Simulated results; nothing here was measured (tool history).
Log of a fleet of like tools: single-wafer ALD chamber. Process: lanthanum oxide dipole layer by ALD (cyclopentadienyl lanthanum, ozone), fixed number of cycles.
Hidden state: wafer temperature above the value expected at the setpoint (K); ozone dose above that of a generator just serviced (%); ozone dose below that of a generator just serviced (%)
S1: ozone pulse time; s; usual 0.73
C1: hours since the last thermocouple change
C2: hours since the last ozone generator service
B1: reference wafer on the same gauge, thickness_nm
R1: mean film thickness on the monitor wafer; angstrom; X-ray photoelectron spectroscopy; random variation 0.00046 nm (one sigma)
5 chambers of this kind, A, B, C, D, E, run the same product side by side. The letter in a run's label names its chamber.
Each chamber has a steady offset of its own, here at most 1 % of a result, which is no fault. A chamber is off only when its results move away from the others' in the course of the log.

run,hour,S1,C1,C2,B1,R1
1A,9.3,0.73,1214.8,925.2,0.48297,4.3996
2E,17.3,0.73,485.2,245.6,0.48307,4.4400
3B,28.6,0.73,2117.8,101.5,0.48312,4.4178
4D,43.4,0.73,55.0,743.1,0.48323,4.4578
# hour 48.1: chamber A: ozone generator serviced
5C,57.1,0.73,154.4,81.6,0.48329,4.4486
6E,71.1,0.73,539.0,299.4,0.48341,4.4431
# hour 83.1: chamber D: ozone generator serviced
7C,83.1,0.63,180.4,107.6,0.48348,4.1543
8A,90.9,0.63,1296.4,42.9,0.48359,4.1174
9D,105.3,0.63,116.9,22.2,0.48363,4.1661
10B,116.9,0.63,2206.1,189.8,0.48378,4.1144
11C,125.2,0.63,222.5,149.7,0.48362,4.1574
12A,136.4,0.73,1341.9,88.4,0.48386,4.4053
13E,149.5,0.73,617.4,377.8,0.48388,4.4461
14D,162.8,0.73,174.4,79.7,0.48384,4.4637
15B,173.1,0.73,2262.3,246.0,0.48400,4.4209
16C,185.1,0.73,282.4,209.6,0.48414,4.4586
17D,191.8,0.73,203.4,108.7,0.48417,4.4734
18A,205.1,0.63,1410.6,157.1,0.48421,4.1227
19B,212.3,0.63,2301.5,285.2,0.48422,4.1256
20E,224.5,0.63,692.4,452.8,0.48430,4.1471
21D,238.7,0.63,250.3,155.6,0.48439,4.1691
22A,245.8,0.63,1451.3,197.8,0.48459,4.1208
23B,257.5,0.96,2346.7,330.4,0.48446,4.9310
24C,267.4,0.96,364.7,291.9,0.48451,4.9450
25E,278.4,0.96,746.3,506.7,0.48460,4.9448
26A,286.0,0.96,1491.5,238.0,0.48462,4.9032
27B,300.1,0.96,2389.3,373.0,0.48485,4.9208
28D,314.9,0.73,326.5,231.8,0.48471,4.4745
29E,323.0,0.73,790.9,551.3,0.48500,4.4418
30C,332.4,0.73,429.7,356.9,0.48496,4.4564
31E,342.4,0.48,810.3,570.7,0.48508,3.5631

What goes on in this fleet: one chamber off, a drifting gauge, or nothing beyond the chambers' own small offsets? Name the chamber and the cause, if any.

The gauge drifts, so all chambers seem to drift together. No chamber is off.
Cause: gauge reads high (%) = 0.423.
